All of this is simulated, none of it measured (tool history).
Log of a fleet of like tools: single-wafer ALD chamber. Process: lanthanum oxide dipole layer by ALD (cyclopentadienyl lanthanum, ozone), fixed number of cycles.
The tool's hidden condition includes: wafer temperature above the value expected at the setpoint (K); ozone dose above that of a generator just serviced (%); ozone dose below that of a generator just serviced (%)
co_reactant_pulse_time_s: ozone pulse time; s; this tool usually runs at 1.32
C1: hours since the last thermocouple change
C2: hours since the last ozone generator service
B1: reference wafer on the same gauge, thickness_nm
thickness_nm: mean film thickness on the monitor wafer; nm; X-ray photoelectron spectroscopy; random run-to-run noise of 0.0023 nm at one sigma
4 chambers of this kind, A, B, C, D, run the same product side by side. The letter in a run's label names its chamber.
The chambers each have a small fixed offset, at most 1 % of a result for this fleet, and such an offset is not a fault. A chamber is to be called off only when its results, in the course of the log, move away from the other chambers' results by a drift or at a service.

{"run": "1A", "hour": 7.6, "co_reactant_pulse_time_s": 1.32, "C1": 312.9, "C2": 627.5, "B1": 0.43295, "thickness_nm": 0.53537}
{"run": "2B", "hour": 15.0, "co_reactant_pulse_time_s": 1.32, "C1": 2649.2, "C2": 432.4, "B1": 0.43338, "thickness_nm": 0.53756}
{"run": "3C", "hour": 24.7, "co_reactant_pulse_time_s": 1.32, "C1": 460.2, "C2": 1588.5, "B1": 0.43254, "thickness_nm": 0.53458}
{"run": "4D", "hour": 34.2, "co_reactant_pulse_time_s": 1.32, "C1": 366.1, "C2": 153.2, "B1": 0.43299, "thickness_nm": 0.53699}
{"run": "5D", "hour": 46.8, "co_reactant_pulse_time_s": 1.32, "C1": 378.7, "C2": 165.8, "B1": 0.4325, "thickness_nm": 0.53213}
{"run": "6C", "hour": 59.9, "co_reactant_pulse_time_s": 1.32, "C1": 495.4, "C2": 1623.7, "B1": 0.43337, "thickness_nm": 0.53907}
{"run": "7A", "hour": 69.5, "co_reactant_pulse_time_s": 1.32, "C1": 374.8, "C2": 689.4, "B1": 0.43328, "thickness_nm": 0.53269}
{"run": "8B", "hour": 75.3, "co_reactant_pulse_time_s": 1.32, "C1": 2709.5, "C2": 492.7, "B1": 0.43271, "thickness_nm": 0.53645}
{"run": "9B", "hour": 84.1, "co_reactant_pulse_time_s": 1.32, "C1": 2718.3, "C2": 501.5, "B1": 0.43302, "thickness_nm": 0.53389}
{"hour": 91.8, "done": "chamber B: thermocouple changed; heater temperature recalibrated"}
{"run": "10C", "hour": 93.4, "co_reactant_pulse_time_s": 1.32, "C1": 528.9, "C2": 1657.2, "B1": 0.43253, "thickness_nm": 0.53766}
{"run": "11A", "hour": 100.7, "co_reactant_pulse_time_s": 1.32, "C1": 406, "C2": 720.6, "B1": 0.43301, "thickness_nm": 0.53114}
{"run": "12D", "hour": 108.7, "co_reactant_pulse_time_s": 1.32, "C1": 440.6, "C2": 227.7, "B1": 0.43277, "thickness_nm": 0.53354}
{"run": "13B", "hour": 115.8, "co_reactant_pulse_time_s": 1.32, "C1": 24, "C2": 533.2, "B1": 0.43311, "thickness_nm": 0.53516}
{"run": "14A", "hour": 123.8, "co_reactant_pulse_time_s": 1.32, "C1": 429.1, "C2": 743.7, "B1": 0.43329, "thickness_nm": 0.53442}
{"run": "15C", "hour": 130.1, "co_reactant_pulse_time_s": 1.32, "C1": 565.6, "C2": 1693.9, "B1": 0.43289, "thickness_nm": 0.53136}
{"run": "16D", "hour": 136.1, "co_reactant_pulse_time_s": 1.32, "C1": 468, "C2": 255.1, "B1": 0.43301, "thickness_nm": 0.5347}
{"run": "17C", "hour": 141.9, "co_reactant_pulse_time_s": 1.32, "C1": 577.4, "C2": 1705.7, "B1": 0.43291, "thickness_nm": 0.53107}
{"run": "18D", "hour": 147.7, "co_reactant_pulse_time_s": 1.49, "C1": 479.6, "C2": 266.7, "B1": 0.43332, "thickness_nm": 0.54927}
{"run": "19A", "hour": 158.5, "co_reactant_pulse_time_s": 1.49, "C1": 463.8, "C2": 778.4, "B1": 0.43287, "thickness_nm": 0.54444}
{"run": "20B", "hour": 166.5, "co_reactant_pulse_time_s": 1.49, "C1": 74.7, "C2": 583.9, "B1": 0.43306, "thickness_nm": 0.54544}
{"run": "21B", "hour": 176.3, "co_reactant_pulse_time_s": 1.49, "C1": 84.5, "C2": 593.7, "B1": 0.43302, "thickness_nm": 0.54127}
{"run": "22C", "hour": 184.6, "co_reactant_pulse_time_s": 0.93, "C1": 620.1, "C2": 1748.4, "B1": 0.43314, "thickness_nm": 0.48464}
{"run": "23A", "hour": 196.0, "co_reactant_pulse_time_s": 0.93, "C1": 501.3, "C2": 815.9, "B1": 0.433, "thickness_nm": 0.48405}
{"run": "24D", "hour": 202.7, "co_reactant_pulse_time_s": 0.93, "C1": 534.6, "C2": 321.7, "B1": 0.43295, "thickness_nm": 0.48446}
{"run": "25D", "hour": 208.9, "co_reactant_pulse_time_s": 0.93, "C1": 540.8, "C2": 327.9, "B1": 0.43284, "thickness_nm": 0.48722}
{"run": "26B", "hour": 221.1, "co_reactant_pulse_time_s": 1.32, "C1": 129.3, "C2": 638.5, "B1": 0.43284, "thickness_nm": 0.52353}
{"hour": 223.4, "done": "chamber A: ozone generator serviced"}
{"run": "27C", "hour": 231.5, "co_reactant_pulse_time_s": 1.32, "C1": 667, "C2": 1795.3, "B1": 0.43283, "thickness_nm": 0.53705}
{"run": "28A", "hour": 244.1, "co_reactant_pulse_time_s": 1.32, "C1": 549.4, "C2": 20.7, "B1": 0.43294, "thickness_nm": 0.53387}
{"run": "29A", "hour": 255.5, "co_reactant_pulse_time_s": 1.32, "C1": 560.8, "C2": 32.1, "B1": 0.43282, "thickness_nm": 0.53291}
{"hour": 255.6, "done": "chamber C: ozone generator serviced"}
{"run": "30B", "hour": 262.1, "co_reactant_pulse_time_s": 0.88, "C1": 170.3, "C2": 679.5, "B1": 0.43304, "thickness_nm": 0.44723}
{"run": "31D", "hour": 269.2, "co_reactant_pulse_time_s": 0.88, "C1": 601.1, "C2": 388.2, "B1": 0.43282, "thickness_nm": 0.47535}
{"run": "32C", "hour": 280.9, "co_reactant_pulse_time_s": 0.88, "C1": 716.4, "C2": 25.4, "B1": 0.43279, "thickness_nm": 0.48072}
{"run": "33D", "hour": 293.8, "co_reactant_pulse_time_s": 0.88, "C1": 625.7, "C2": 412.8, "B1": 0.43273, "thickness_nm": 0.47641}
{"run": "34C", "hour": 302.0, "co_reactant_pulse_time_s": 1.32, "C1": 737.5, "C2": 46.5, "B1": 0.43281, "thickness_nm": 0.53694}
{"run": "35A", "hour": 315.2, "co_reactant_pulse_time_s": 1.32, "C1": 620.5, "C2": 91.8, "B1": 0.43293, "thickness_nm": 0.53319}
{"run": "36B", "hour": 321.9, "co_reactant_pulse_time_s": 1.32, "C1": 230.1, "C2": 739.3, "B1": 0.43286, "thickness_nm": 0.50824}
{"run": "37A", "hour": 330.6, "co_reactant_pulse_time_s": 1.32, "C1": 635.9, "C2": 107.2, "B1": 0.43319, "thickness_nm": 0.53146}
{"run": "38B", "hour": 342.2, "co_reactant_pulse_time_s": 1.32, "C1": 250.4, "C2": 759.6, "B1": 0.43319, "thickness_nm": 0.50915}

Next, all 4 chambers run the settings below, one line each with question marks for the results. What does each chamber give?
{"run": "39A", "hour": 351.8, "co_reactant_pulse_time_s": 0.86, "thickness_nm": "?"}
{"run": "39B", "hour": 351.8, "co_reactant_pulse_time_s": 0.86, "thickness_nm": "?"}
{"run": "39C", "hour": 351.8, "co_reactant_pulse_time_s": 0.86, "thickness_nm": "?"}
{"run": "39D", "hour": 351.8, "co_reactant_pulse_time_s": 0.86, "thickness_nm": "?"}

run=39A thickness_nm=0.46847
run=39B thickness_nm=0.42702
run=39C thickness_nm=0.47619
run=39D thickness_nm=0.473

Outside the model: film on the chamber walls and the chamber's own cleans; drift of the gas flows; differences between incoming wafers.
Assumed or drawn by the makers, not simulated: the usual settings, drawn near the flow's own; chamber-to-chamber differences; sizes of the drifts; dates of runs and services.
